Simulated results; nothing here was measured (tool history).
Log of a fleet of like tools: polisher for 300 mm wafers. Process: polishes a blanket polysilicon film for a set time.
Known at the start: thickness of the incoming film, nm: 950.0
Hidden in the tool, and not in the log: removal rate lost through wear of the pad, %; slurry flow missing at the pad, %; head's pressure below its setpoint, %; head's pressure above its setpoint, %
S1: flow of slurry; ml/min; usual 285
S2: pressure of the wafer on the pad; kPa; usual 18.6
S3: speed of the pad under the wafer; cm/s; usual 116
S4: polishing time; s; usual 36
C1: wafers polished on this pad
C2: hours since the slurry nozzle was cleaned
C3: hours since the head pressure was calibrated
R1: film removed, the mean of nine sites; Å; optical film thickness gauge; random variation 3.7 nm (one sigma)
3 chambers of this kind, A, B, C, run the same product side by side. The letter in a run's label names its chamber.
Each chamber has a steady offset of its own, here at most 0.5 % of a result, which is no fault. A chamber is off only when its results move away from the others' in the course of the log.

Run 1B, day 0.438: usual settings; C1 321; C2 377; C3 29.6. Result: R1 2764.2 Å.
At day 0.621: chamber C: worn pad replaced by a new one.
Run 2A, day 0.825: usual settings; C1 753; C2 205.1; C3 330.3. Result: R1 2782.4 Å.
Run 3C, day 1.162: usual settings; C1 113; C2 171.2; C3 775.3. Result: R1 2733.5 Å.
Run 4B, day 1.488: usual settings; C1 540; C2 402.2; C3 54.8. Result: R1 2798.9 Å.
Run 5C, day 1.75: usual settings; C1 235; C2 185.3; C3 789.4. Result: R1 2733.6 Å.
Run 6A, day 2.017: usual settings; C1 1002; C2 233.7; C3 358.9. Result: R1 2717 Å.
At day 2.104: chamber A: worn pad replaced by a new one.
Run 7B, day 2.479: usual settings; C1 746; C2 426; C3 78.6. Result: R1 2767.1 Å.
Run 8A, day 2.988: usual settings; C1 184; C2 257; C3 382.2. Result: R1 2740.2 Å.
Run 9C, day 3.267: usual settings; C1 551; C2 221.7; C3 825.8. Result: R1 2720.4 Å.
Run 10C, day 3.775: usual settings; C1 657; C2 233.9; C3 838. Result: R1 2746.8 Å.
At day 4.083: chamber B: worn pad replaced by a new one.
At day 4.088: chamber C: worn pad replaced by a new one.
Run 11B, day 4.088: usual settings; C1 1; C2 464.6; C3 117.2. Result: R1 2724.2 Å.
Run 12A, day 4.538: usual settings; C1 507; C2 294.2; C3 419.4. Result: R1 2716.9 Å.
At day 4.842: chamber C: head pressure recalibrated.
Run 13C, day 4.879: usual settings; C1 165; C2 260.4; C3 0.9. Result: R1 2480.9 Å.
Run 14B, day 5.238: usual settings but S3 80 cm/s; C1 240; C2 492.2; C3 144.8. Result: R1 1933.3 Å.
Run 15A, day 5.55: usual settings but S3 80 cm/s; C1 718; C2 318.5; C3 443.7. Result: R1 1894 Å.
At day 5.621: chamber C: slurry nozzle cleaned.
Run 16C, day 5.933: usual settings but S3 80 cm/s; C1 384; C2 7.6; C3 26.2. Result: R1 1695.6 Å.
At day 6.308: chamber A: worn pad replaced by a new one.
Run 17A, day 6.45: usual settings but S3 88 cm/s; C1 30; C2 340.1; C3 465.3. Result: R1 2122 Å.
Run 18B, day 6.812: usual settings but S3 88 cm/s; C1 569; C2 530; C3 182.6. Result: R1 2136.8 Å.
At day 6.858: chamber C: worn pad replaced by a new one.
Run 19C, day 7.2: usual settings but S3 88 cm/s; C1 71; C2 38; C3 56.6. Result: R1 1932.8 Å.
Run 20B, day 7.433: usual settings; C1 698; C2 544.9; C3 197.5. Result: R1 2725.7 Å.
Run 21A, day 7.8: usual settings; C1 311; C2 372.5; C3 497.7. Result: R1 2755.2 Å.
Run 22B, day 8.062: usual settings; C1 829; C2 560; C3 212.6. Result: R1 2753 Å.
Run 23C, day 8.371: usual settings; C1 315; C2 66.1; C3 84.7. Result: R1 2421.7 Å.
Run 24A, day 8.85: usual settings; C1 530; C2 397.7; C3 522.9. Result: R1 2791.4 Å.
At day 9.196: chamber B: worn pad replaced by a new one.
Run 25C, day 9.267: usual settings; C1 502; C2 87.6; C3 106.2. Result: R1 2512.3 Å.
Run 26B, day 9.546: usual settings; C1 72; C2 595.6; C3 248.2. Result: R1 2733.2 Å.
Run 27A, day 9.821: usual settings; C1 732; C2 421; C3 546.2. Result: R1 2770.9 Å.
At day 9.925: chamber C: worn pad replaced by a new one.
Run 28A, day 10.346: usual settings; C1 841; C2 433.6; C3 558.8. Result: R1 2755.2 Å.
Run 29C, day 10.662: usual settings; C1 154; C2 121.1; C3 139.7. Result: R1 2525.4 Å.
Run 30B, day 11.067: usual settings but S3 100 cm/s; C1 389; C2 632.1; C3 284.7. Result: R1 2431.8 Å.

What goes on in this fleet: one chamber off, a drifting gauge, or nothing beyond the chambers' own small offsets? Name the chamber and the cause, if any.

A service left chamber C off against the others.
Cause: head's pressure below its setpoint, % = 9.09.

Here are 4 candidates for chamber C's next run, each the usual settings with a change, their results left as question marks. Which one brings its results back in line with what the others give on the usual settings?
In line means no further than this from the other chambers' mean on the usual settings: R1 130 Å
Run 31C-1, day 11.446: usual settings but S2 17.9 kPa, S3 112 cm/s, S4 35 s. Result: R1 ?.
Run 31C-2, day 11.446: usual settings but S2 15.9 kPa. Result: R1 ?.
Run 31C-3, day 11.446: usual settings but S1 290 ml/min, S3 136 cm/s. Result: R1 ?.
Run 31C-4, day 11.446: usual settings but S4 39 s. Result: R1 ?.

The other chambers' mean on the usual settings: R1 2738.4 Å
  run      R1
31C-1  2256.8
31C-2  2129.2
31C-3    2931
31C-4  2703.8
31C-4 brings the chamber back in line.
